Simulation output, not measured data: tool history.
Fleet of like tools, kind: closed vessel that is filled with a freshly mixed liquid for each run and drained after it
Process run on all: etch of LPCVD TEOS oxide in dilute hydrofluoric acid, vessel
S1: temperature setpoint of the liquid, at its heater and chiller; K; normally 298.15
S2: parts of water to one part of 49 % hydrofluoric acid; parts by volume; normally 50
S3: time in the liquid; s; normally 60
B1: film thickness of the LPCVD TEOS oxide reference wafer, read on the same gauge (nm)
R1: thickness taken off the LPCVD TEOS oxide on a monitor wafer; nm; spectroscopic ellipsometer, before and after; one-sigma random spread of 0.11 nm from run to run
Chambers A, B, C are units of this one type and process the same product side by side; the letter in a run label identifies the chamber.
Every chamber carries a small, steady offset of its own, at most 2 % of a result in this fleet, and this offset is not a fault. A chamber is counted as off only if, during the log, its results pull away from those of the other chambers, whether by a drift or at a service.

run,hour,S1,S2,S3,B1,R1
1B,4.1,298.15,50,60,40.004,22.641
2C,6.6,298.15,50,60,40.016,22.786
3A,8.6,298.15,50,60,40.046,22.831
4A,12.0,298.15,50,60,39.975,22.678
5C,16.0,298.15,50,30,39.962,11.370
6B,19.6,298.15,50,30,39.990,11.234
7C,23.9,298.15,50,30,39.984,11.385
8B,26.2,298.15,50,60,40.058,22.477
9A,28.9,298.15,50,60,40.005,22.713
10A,33.1,298.15,50,60,40.022,23.002
11B,35.1,298.15,50,60,39.986,22.415
12C,39.6,298.15,50,60,39.979,22.787
13C,42.5,298.15,50,60,40.039,22.587
14A,46.0,298.15,50,60,39.962,22.604
15B,48.5,298.15,50,60,39.986,22.595
16C,52.5,298.15,50,60,40.006,22.705
17B,56.6,298.15,50,60,40.013,22.548
18A,59.3,298.15,50,60,39.984,22.565
19C,63.1,294.15,65,60,40.022,14.480
20A,66.5,294.15,65,60,39.972,14.604
21B,70.3,294.15,65,60,39.949,14.489
22A,74.6,298.15,50,60,40.054,22.731
23C,78.7,298.15,50,60,40.034,22.787
24B,82.2,298.15,50,60,40.006,22.679
25A,85.6,298.15,50,60,39.986,22.838
26B,87.8,298.15,50,60,40.027,22.464
27C,90.2,298.15,50,60,40.015,22.581
28C,94.5,298.15,50,60,40.054,22.746
29B,98.1,298.15,50,60,39.956,22.591
30A,101.4,298.15,50,60,40.022,22.765
31C,105.9,298.15,50,60,40.026,22.953
32B,108.3,298.15,50,60,40.022,22.780
33A,110.6,298.15,50,60,40.029,22.832
34C,113.1,298.15,75,50,39.990,12.136
35B,115.5,298.15,75,50,40.021,12.306
36A,119.5,298.15,75,50,39.989,12.288
37A,123.7,298.15,50,60,39.987,22.802
38C,127.3,298.15,50,60,40.032,22.732
39B,130.3,298.15,50,60,39.997,22.639
40A,134.2,298.15,50,60,39.996,22.919
# hour 136.7: chamber B: thermometer replaced
41B,138.6,298.15,50,60,39.960,22.559

Next, every chamber runs the same settings. What will each give?
42A,141.9,302.65,50,60,,?
42B,141.9,302.65,50,60,,?
42C,141.9,302.65,50,60,,?

run,R1
42A,27.488
42B,27.221
42C,27.343
